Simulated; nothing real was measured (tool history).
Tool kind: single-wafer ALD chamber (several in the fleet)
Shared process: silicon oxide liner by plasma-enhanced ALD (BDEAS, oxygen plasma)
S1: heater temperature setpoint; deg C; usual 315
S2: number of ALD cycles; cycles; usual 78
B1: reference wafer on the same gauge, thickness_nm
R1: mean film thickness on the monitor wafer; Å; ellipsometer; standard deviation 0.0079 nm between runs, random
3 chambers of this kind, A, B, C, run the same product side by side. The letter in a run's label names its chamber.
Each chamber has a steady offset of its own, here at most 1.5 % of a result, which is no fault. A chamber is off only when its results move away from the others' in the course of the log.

run,hour,S1,S2,B1,R1
1C,5.7,315,78,8.0691,70.559
2A,10.4,315,78,8.0661,71.562
3B,18.1,315,78,8.0676,71.679
4A,24.7,315,78,8.0679,71.568
5C,29.5,315,78,8.0654,70.683
6B,36.7,315,78,8.0642,71.715
7C,41.2,307,84,8.0647,76.934
8A,48.0,307,84,8.0647,77.936
9B,52.7,307,84,8.0635,77.943
10B,58.9,315,78,8.0642,71.740
11A,67.5,315,91,8.0607,83.401
12C,71.7,315,91,8.0596,82.183
13A,80.1,315,91,8.0582,83.281
14B,85.6,315,78,8.0573,71.606
15C,89.7,315,78,8.0556,70.529
16B,98.1,315,78,8.0562,71.608
17C,102.6,315,78,8.0553,70.510
18A,107.3,315,78,8.0546,71.411
19C,114.3,306,90,8.0528,82.392
20B,118.8,306,90,8.0520,83.665
21A,123.1,306,90,8.0517,83.412
22B,129.5,315,78,8.0520,71.605
23A,138.1,315,78,8.0496,71.355
24C,146.2,315,78,8.0519,70.423
25C,152.4,327,78,8.0478,69.112
26A,159.2,327,78,8.0479,70.106
27B,167.0,327,78,8.0480,70.328
28B,174.3,315,78,8.0467,71.435
29A,180.7,315,78,8.0425,71.401
30C,187.8,315,78,8.0422,70.307
31B,196.1,306,91,8.0390,84.559
32C,200.1,306,91,8.0420,83.167
33A,208.6,306,91,8.0401,84.198
34A,213.0,315,78,8.0380,71.311
35B,216.8,315,78,8.0382,71.513
36C,223.3,315,78,8.0375,70.319
37B,227.0,315,92,8.0354,84.291
38C,231.1,315,92,8.0372,82.943
39A,236.1,315,92,8.0342,83.922
40A,241.5,315,78,8.0360,71.274
41B,247.5,315,78,8.0357,71.578

What goes on in this fleet: one chamber off, a drifting gauge, or nothing beyond the chambers' own small offsets? Name the chamber and the cause, if any.

Every chamber seems to shift together because the gauge that measures them all drifts; the chambers themselves are fine.
Most likely cause: gauge reads low (%) = 0.457.
